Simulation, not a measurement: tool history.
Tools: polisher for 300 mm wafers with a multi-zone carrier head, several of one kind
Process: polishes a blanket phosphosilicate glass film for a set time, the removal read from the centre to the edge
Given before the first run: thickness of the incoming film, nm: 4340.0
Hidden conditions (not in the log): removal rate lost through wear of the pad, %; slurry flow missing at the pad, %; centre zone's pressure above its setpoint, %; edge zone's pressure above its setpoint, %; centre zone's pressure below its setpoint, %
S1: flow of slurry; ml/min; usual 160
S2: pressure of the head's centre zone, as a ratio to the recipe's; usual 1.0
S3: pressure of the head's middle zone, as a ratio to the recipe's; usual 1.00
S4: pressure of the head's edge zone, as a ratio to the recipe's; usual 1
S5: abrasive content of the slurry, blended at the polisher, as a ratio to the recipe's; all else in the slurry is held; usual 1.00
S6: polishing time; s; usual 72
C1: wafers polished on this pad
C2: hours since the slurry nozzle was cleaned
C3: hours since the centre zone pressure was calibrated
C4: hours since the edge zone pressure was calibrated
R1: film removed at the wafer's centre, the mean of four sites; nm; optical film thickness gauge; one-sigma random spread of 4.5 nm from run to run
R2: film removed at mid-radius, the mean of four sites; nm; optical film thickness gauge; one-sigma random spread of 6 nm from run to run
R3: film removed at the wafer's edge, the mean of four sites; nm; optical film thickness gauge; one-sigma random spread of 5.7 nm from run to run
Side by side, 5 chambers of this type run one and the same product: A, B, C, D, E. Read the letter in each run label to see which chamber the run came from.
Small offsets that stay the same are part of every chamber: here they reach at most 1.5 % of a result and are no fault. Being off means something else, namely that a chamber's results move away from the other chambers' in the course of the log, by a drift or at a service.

run 1C day=0.404 | S1=160 S2=1.0 S3=1.00 S4=1 S5=1.00 S6=72 | C1=860 C2=268.4 C3=849.9 C4=785.9 | R1=640.38 R2=654.32 R3=649.66
run 2A day=0.929 | S1=160 S2=1.0 S3=1.00 S4=1 S5=1.00 S6=72 | C1=681 C2=72.7 C3=345.8 C4=192.8 | R1=642.52 R2=649.57 R3=660.26
-- day=1.125 chamber B: worn pad replaced by a new one
-- day=1.208 chamber C: worn pad replaced by a new one
run 3D day=1.538 | S1=160 S2=1.0 S3=1.00 S4=1 S5=1.00 S6=72 | C1=992 C2=327.0 C3=861.0 C4=443.4 | R1=652.82 R2=658.44 R3=639.89
-- day=1.542 chamber D: worn pad replaced by a new one
-- day=1.629 chamber A: worn pad replaced by a new one
run 4E day=2.004 | S1=160 S2=1.0 S3=1.00 S4=1 S5=1.00 S6=72 | C1=1054 C2=336.7 C3=201.1 C4=1159.0 | R1=651.17 R2=653.65 R3=652.85
run 5B day=2.396 | S1=160 S2=1.0 S3=1.00 S4=1 S5=1.00 S6=72 | C1=403 C2=212.7 C3=584.0 C4=228.0 | R1=653.69 R2=663.24 R3=661.11
run 6A day=2.788 | S1=160 S2=1.0 S3=1.00 S4=1 S5=1.00 S6=72 | C1=367 C2=117.3 C3=390.4 C4=237.4 | R1=640.34 R2=654.12 R3=647.62
-- day=2.825 chamber E: worn pad replaced by a new one
run 7C day=3.175 | S1=190 S2=1.0 S3=1.00 S4=1 S5=1.20 S6=72 | C1=623 C2=334.9 C3=916.4 C4=852.4 | R1=715.89 R2=732.16 R3=711.81
run 8E day=3.592 | S1=190 S2=1.0 S3=1.00 S4=1 S5=1.20 S6=72 | C1=243 C2=374.8 C3=239.2 C4=1197.1 | R1=726.27 R2=722.28 R3=706.59
-- day=4.079 chamber C: worn pad replaced by a new one
run 9B day=4.250 | S1=190 S2=1.0 S3=1.00 S4=1 S5=1.20 S6=72 | C1=990 C2=257.2 C3=628.5 C4=272.5 | R1=728.62 R2=723.35 R3=716.66
-- day=4.275 chamber B: worn pad replaced by a new one
run 10D day=4.596 | S1=190 S2=1.0 S3=1.00 S4=1 S5=1.20 S6=72 | C1=967 C2=400.4 C3=934.4 C4=516.8 | R1=713.94 R2=731.30 R3=701.70
-- day=4.600 chamber A: worn pad replaced by a new one
run 11C day=5.012 | S1=190 S2=1.0 S3=1.00 S4=1 S5=1.20 S6=72 | C1=296 C2=379.0 C3=960.5 C4=896.5 | R1=713.86 R2=720.41 R3=719.68
-- day=5.054 chamber D: worn pad replaced by a new one
-- day=5.171 chamber D: edge zone pressure recalibrated
run 12E day=5.671 | S1=160 S2=1.0 S3=1.00 S4=1 S5=1.00 S6=72 | C1=901 C2=424.7 C3=289.1 C4=1247.0 | R1=642.11 R2=643.52 R3=646.68
-- day=5.871 chamber B: slurry nozzle cleaned
run 13A day=6.129 | S1=160 S2=1.0 S3=1.00 S4=1 S5=1.00 S6=72 | C1=484 C2=197.5 C3=470.6 C4=317.6 | R1=641.91 R2=645.38 R3=651.61
run 14D day=6.479 | S1=160 S2=1.1 S3=1.00 S4=1 S5=1.00 S6=72 | C1=451 C2=445.6 C3=979.6 C4=31.4 | R1=704.73 R2=644.65 R3=635.73
-- day=6.796 chamber C: slurry nozzle cleaned
-- day=6.946 chamber E: worn pad replaced by a new one
run 15B day=6.950 | S1=160 S2=1.1 S3=1.00 S4=1 S5=1.00 S6=72 | C1=847 C2=26.0 C3=693.3 C4=337.3 | R1=726.62 R2=656.08 R3=647.61
-- day=7.150 chamber E: centre zone pressure recalibrated
-- day=7.196 chamber C: worn pad replaced by a new one
run 16C day=7.346 | S1=160 S2=1.1 S3=1.00 S4=1 S5=1.00 S6=72 | C1=47 C2=13.2 C3=1016.5 C4=952.5 | R1=712.89 R2=654.08 R3=641.90
-- day=7.700 chamber B: worn pad replaced by a new one
run 17D day=7.758 | S1=160 S2=1.1 S3=1.00 S4=1 S5=1.00 S6=72 | C1=856 C2=476.3 C3=1010.3 C4=62.1 | R1=692.63 R2=637.28 R3=625.67
-- day=8.079 chamber D: worn pad replaced by a new one
run 18E day=8.158 | S1=160 S2=1.1 S3=1.00 S4=1 S5=1.00 S6=72 | C1=384 C2=484.4 C3=24.3 C4=1306.7 | R1=715.16 R2=643.92 R3=649.19
-- day=8.238 chamber A: worn pad replaced by a new one
run 19B day=8.829 | S1=160 S2=1.0 S3=1.00 S4=1 S5=1.00 S6=72 | C1=358 C2=71.1 C3=738.4 C4=382.4 | R1=653.53 R2=657.19 R3=662.26
run 20A day=9.217 | S1=160 S2=1.0 S3=1.00 S4=1 S5=1.00 S6=72 | C1=310 C2=271.6 C3=544.7 C4=391.7 | R1=647.14 R2=647.18 R3=647.81
run 21C day=9.896 | S1=160 S2=1.0 S3=1.00 S4=1 S5=1.00 S6=72 | C1=854 C2=74.4 C3=1077.7 C4=1013.7 | R1=637.86 R2=651.49 R3=655.32
-- day=10.008 chamber C: worn pad replaced by a new one
run 22D day=10.538 | S1=160 S2=1.0 S3=1.00 S4=1 S5=1.00 S6=72 | C1=778 C2=543.0 C3=1077.0 C4=128.8 | R1=617.53 R2=620.28 R3=626.63
-- day=10.708 chamber B: worn pad replaced by a new one
run 23B day=10.850 | S1=160 S2=1.0 S3=1.00 S4=1 S5=1.00 S6=72 | C1=46 C2=119.6 C3=786.9 C4=430.9 | R1=656.59 R2=654.30 R3=643.30
run 24E day=11.175 | S1=160 S2=1.0 S3=1.00 S4=1 S5=1.00 S6=72 | C1=1339 C2=556.8 C3=96.7 C4=1379.1 | R1=644.83 R2=651.38 R3=639.78
-- day=11.346 chamber A: worn pad replaced by a new one
-- day=11.562 chamber D: worn pad replaced by a new one
run 25A day=11.650 | S1=160 S2=1.0 S3=1.00 S4=1 S5=1.00 S6=72 | C1=97 C2=330.0 C3=603.1 C4=450.1 | R1=649.57 R2=648.67 R3=642.54
-- day=11.712 chamber E: worn pad replaced by a new one
run 26B day=12.292 | S1=160 S2=1.0 S3=1.00 S4=1 S5=0.70 S6=72 | C1=502 C2=154.2 C3=821.5 C4=465.5 | R1=548.56 R2=552.95 R3=539.75
run 27D day=12.854 | S1=160 S2=1.0 S3=1.00 S4=1 S5=0.70 S6=72 | C1=410 C2=598.6 C3=1132.6 C4=184.4 | R1=503.76 R2=512.71 R3=516.17
-- day=12.858 chamber C: worn pad replaced by a new one
run 28A day=13.238 | S1=160 S2=1.0 S3=1.00 S4=1 S5=0.70 S6=72 | C1=599 C2=368.1 C3=641.2 C4=488.2 | R1=539.80 R2=546.99 R3=538.65
run 29E day=13.904 | S1=160 S2=1.0 S3=1.00 S4=1 S5=0.70 S6=72 | C1=694 C2=622.3 C3=162.2 C4=1444.6 | R1=538.49 R2=542.49 R3=548.02
-- day=14.050 chamber B: worn pad replaced by a new one
run 30C day=14.479 | S1=160 S2=1.0 S3=1.00 S4=1 S5=0.70 S6=72 | C1=513 C2=184.4 C3=1187.7 C4=1123.7 | R1=538.95 R2=548.64 R3=540.86
-- day=14.496 chamber D: worn pad replaced by a new one
-- day=14.600 chamber A: worn pad replaced by a new one
run 31C day=14.796 | S1=160 S2=1.0 S3=1.00 S4=1 S5=1.00 S6=72 | C1=613 C2=192.0 C3=1195.3 C4=1131.3 | R1=638.19 R2=649.24 R3=657.78
run 32B day=15.167 | S1=160 S2=1.0 S3=1.00 S4=1 S5=1.00 S6=72 | C1=354 C2=223.2 C3=890.5 C4=534.5 | R1=651.19 R2=646.38 R3=640.16
run 33A day=15.629 | S1=185 S2=1.0 S3=1.00 S4=1 S5=0.75 S6=72 | C1=325 C2=425.5 C3=698.6 C4=545.6 | R1=580.76 R2=580.65 R3=577.57
run 34D day=16.067 | S1=185 S2=1.0 S3=1.00 S4=1 S5=0.75 S6=72 | C1=497 C2=675.7 C3=1209.7 C4=261.5 | R1=532.06 R2=546.45 R3=537.15

Next, every chamber runs the same settings. What will each give?
run 35A day=16.554 | S1=160 S2=1.0 S3=0.95 S4=1 S5=1.00 S6=72 | R1=? R2=? R3=?
run 35B day=16.554 | S1=160 S2=1.0 S3=0.95 S4=1 S5=1.00 S6=72 | R1=? R2=? R3=?
run 35C day=16.554 | S1=160 S2=1.0 S3=0.95 S4=1 S5=1.00 S6=72 | R1=? R2=? R3=?
run 35D day=16.554 | S1=160 S2=1.0 S3=0.95 S4=1 S5=1.00 S6=72 | R1=? R2=? R3=?
run 35E day=16.554 | S1=160 S2=1.0 S3=0.95 S4=1 S5=1.00 S6=72 | R1=? R2=? R3=?

run=35A R1=645.28 R2=621.04 R3=654.70
run=35B R1=663.09 R2=623.60 R3=643.06
run=35C R1=649.48 R2=623.42 R3=640.84
run=35D R1=587.26 R2=577.76 R3=607.64
run=35E R1=646.45 R2=622.97 R3=643.80
